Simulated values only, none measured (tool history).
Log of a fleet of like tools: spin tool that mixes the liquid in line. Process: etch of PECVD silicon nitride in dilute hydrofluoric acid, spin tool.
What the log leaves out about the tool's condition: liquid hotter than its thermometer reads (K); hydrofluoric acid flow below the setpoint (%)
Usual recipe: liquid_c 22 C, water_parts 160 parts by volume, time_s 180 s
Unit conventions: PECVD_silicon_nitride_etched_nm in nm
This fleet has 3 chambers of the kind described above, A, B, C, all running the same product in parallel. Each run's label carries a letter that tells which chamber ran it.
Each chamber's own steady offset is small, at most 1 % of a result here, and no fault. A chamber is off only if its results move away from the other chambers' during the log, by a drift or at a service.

| run | hour | liquid_c | water_parts | time_s | hours since the thermometer was replaced | hours since the hydrofluoric acid flow meter was replaced | read-back film thickness of the PECVD silicon nitride reference wafer, read on the same gauge (nm) | PECVD_silicon_nitride_etched_nm |
|---|---|---|---|---|---|---|---|---|
| 1C | 11 | 22 | 160 | 180 | 322.9 | 1055.4 | 129.96 | 5.0629 |
| 2A | 21.5 | 22 | 160 | 180 | 2127.2 | 443.2 | 130 | 5.1262 |
| 3B | 30.9 | 22 | 160 | 180 | 201.9 | 691.1 | 130 | 5.0497 |
| 4B | 40.6 | 22 | 160 | 180 | 211.6 | 700.8 | 130 | 5.0611 |
| 5A | 49.6 | 22 | 160 | 180 | 2155.3 | 471.3 | 130 | 5.1282 |
| 6C | 59 | 22 | 160 | 180 | 370.9 | 1103.4 | 130 | 5.0128 |
| 7A | 64.8 | 22 | 160 | 180 | 2170.5 | 486.5 | 130.03 | 5.0919 |
| 8C | 72.2 | 22 | 160 | 180 | 384.1 | 1116.6 | 129.98 | 5.0789 |
| 9B | 84.2 | 22 | 160 | 180 | 255.2 | 744.4 | 129.97 | 5.0859 |
| 10C | 96.7 | 22 | 135 | 120 | 408.6 | 1141.1 | 130.04 | 3.96 |
| 11A | 106.7 | 22 | 135 | 120 | 2212.4 | 528.4 | 129.99 | 4.0165 |
| 12B | 115.3 | 22 | 135 | 120 | 286.3 | 775.5 | 129.98 | 4.0082 |
| 13A | 125.9 | 22 | 160 | 180 | 2231.6 | 547.6 | 130.01 | 5.1591 |
| 14C | 133.7 | 22 | 160 | 180 | 445.6 | 1178.1 | 130.01 | 5.0882 |
| 15B | 144.4 | 22 | 160 | 225 | 315.4 | 804.6 | 130 | 6.4043 |
| 16A | 151.1 | 22 | 160 | 225 | 2256.8 | 572.8 | 129.99 | 6.3599 |
|  | 151.8 | chamber C: thermometer replaced |
| 17B | 163 | 22 | 160 | 225 | 334 | 823.2 | 130 | 6.3602 |
| 18C | 175 | 22 | 160 | 180 | 23.2 | 1219.4 | 130.03 | 5.0752 |
| 19A | 184.3 | 22 | 160 | 180 | 2290 | 606 | 129.99 | 5.0799 |
| 20C | 197.8 | 18.5 | 160 | 260 | 46 | 1242.2 | 129.97 | 5.781 |
| 21B | 207.5 | 18.5 | 160 | 260 | 378.5 | 867.7 | 130 | 5.806 |
| 22A | 220.1 | 18.5 | 160 | 260 | 2325.8 | 641.8 | 130.01 | 5.8395 |
| 23C | 228.8 | 22 | 160 | 180 | 77 | 1273.2 | 129.97 | 5.0832 |
| 24B | 237 | 22 | 220 | 180 | 408 | 897.2 | 130.02 | 3.7549 |
| 25C | 249.3 | 22 | 220 | 180 | 97.5 | 1293.7 | 129.99 | 3.7237 |

All 3 chambers run these settings next. Forecast each chamber's results:
| 26A | 259 | 22 | 160 | 180 |  |  |  | ? |
| 26B | 259 | 22 | 160 | 180 |  |  |  | ? |
| 26C | 259 | 22 | 160 | 180 |  |  |  | ? |

| run | PECVD_silicon_nitride_etched_nm |
|---|---|
| 26A | 5.1051 |
| 26B | 5.0856 |
| 26C | 5.1004 |

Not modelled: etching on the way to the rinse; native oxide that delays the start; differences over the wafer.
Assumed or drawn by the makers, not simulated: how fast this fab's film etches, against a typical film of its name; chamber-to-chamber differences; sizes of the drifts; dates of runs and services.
